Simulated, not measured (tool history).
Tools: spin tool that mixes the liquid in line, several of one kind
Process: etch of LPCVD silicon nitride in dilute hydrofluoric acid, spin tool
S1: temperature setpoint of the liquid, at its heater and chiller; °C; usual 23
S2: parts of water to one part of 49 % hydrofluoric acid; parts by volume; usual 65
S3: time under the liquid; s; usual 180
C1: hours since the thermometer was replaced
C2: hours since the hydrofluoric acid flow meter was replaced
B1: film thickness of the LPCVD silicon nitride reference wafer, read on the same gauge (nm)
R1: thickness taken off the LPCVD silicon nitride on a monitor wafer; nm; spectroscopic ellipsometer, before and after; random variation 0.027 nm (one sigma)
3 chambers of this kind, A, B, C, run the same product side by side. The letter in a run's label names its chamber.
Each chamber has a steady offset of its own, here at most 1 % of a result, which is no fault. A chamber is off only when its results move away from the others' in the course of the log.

run   hour    S1  S2   S3      C1      C2      B1       R1
 1C   13.1    23  65  180  1107.1   186.6     140   1.1351
 2B   26.8    23  65  180  1684.9  1718.3  139.99   1.1796
 3A   37.3    23  65  180  2913.9    1596  140.02   1.1114
      45.6  -- chamber B: hydrofluoric acid flow meter replaced
 4A     47    23  65  180  2923.6  1605.7  140.02   1.1234
 5B   57.6    23  65  180  1715.7    12.1  140.01    1.161
 6C   69.8    23  65  180  1163.8   243.3  139.99   1.1497
 7B     86    23  65  180  1744.1    40.5  140.02   1.0739
 8C     97    23  65  180    1191   270.5  140.01   1.1475
      98.4  -- chamber A: hydrofluoric acid flow meter replaced
     104.1  -- chamber A: thermometer replaced
 9A  108.6    23  65  180     4.6    10.3  139.97   1.1535
10B  122.9    23  65  180    1781    77.4  139.99   1.1097
11C  132.5    23  65  180  1226.5     306     140   1.1281
12A  141.5    23  65  180    37.5    43.2  140.01   1.1261
13A  154.6    23  65  180    50.6    56.3  140.03   1.0675
14B  167.1    23  65  180  1825.2   121.6     140   1.1196
15C  174.3    23  65  180  1268.3   347.8     140   1.1809
16A  182.7    23  65  180    78.7    84.4     140   1.0899
17C  195.8    23  65  180  1289.8   369.3     140   1.1237
     206.2  -- chamber C: hydrofluoric acid flow meter replaced
18B  206.2    23  65  180  1864.3   160.7     140   1.1196
19C    222  19.5  65  180    1316    15.8  140.02  0.89434
20A    230  19.5  65  180     126   131.7     140  0.88658
21B  240.6  19.5  65  180  1898.7   195.1  140.02  0.89287
22B  253.1    23  65  100  1911.2   207.6  139.98  0.62453
23A  268.4    23  65  100   164.4   170.1  139.99  0.61395
24C  279.2    23  65  100  1373.2      73  140.01  0.62753
25A  292.2    23  65  180   188.2   193.9     140   1.0915
26B  305.1    23  65  180  1963.2   259.6  140.03   1.0836
27C  315.5  19.5  65  180  1409.5   109.3  140.01   0.9119
28C  328.7  19.5  65  180  1422.7   122.5     140  0.90674
29B  336.6  19.5  65  180  1994.7   291.1  139.99  0.89133

What goes on in this fleet: one chamber off, a drifting gauge, or nothing beyond the chambers' own small offsets? Name the chamber and the cause, if any.

No chamber stands off beyond its own small offset, and the gauge holds steady.
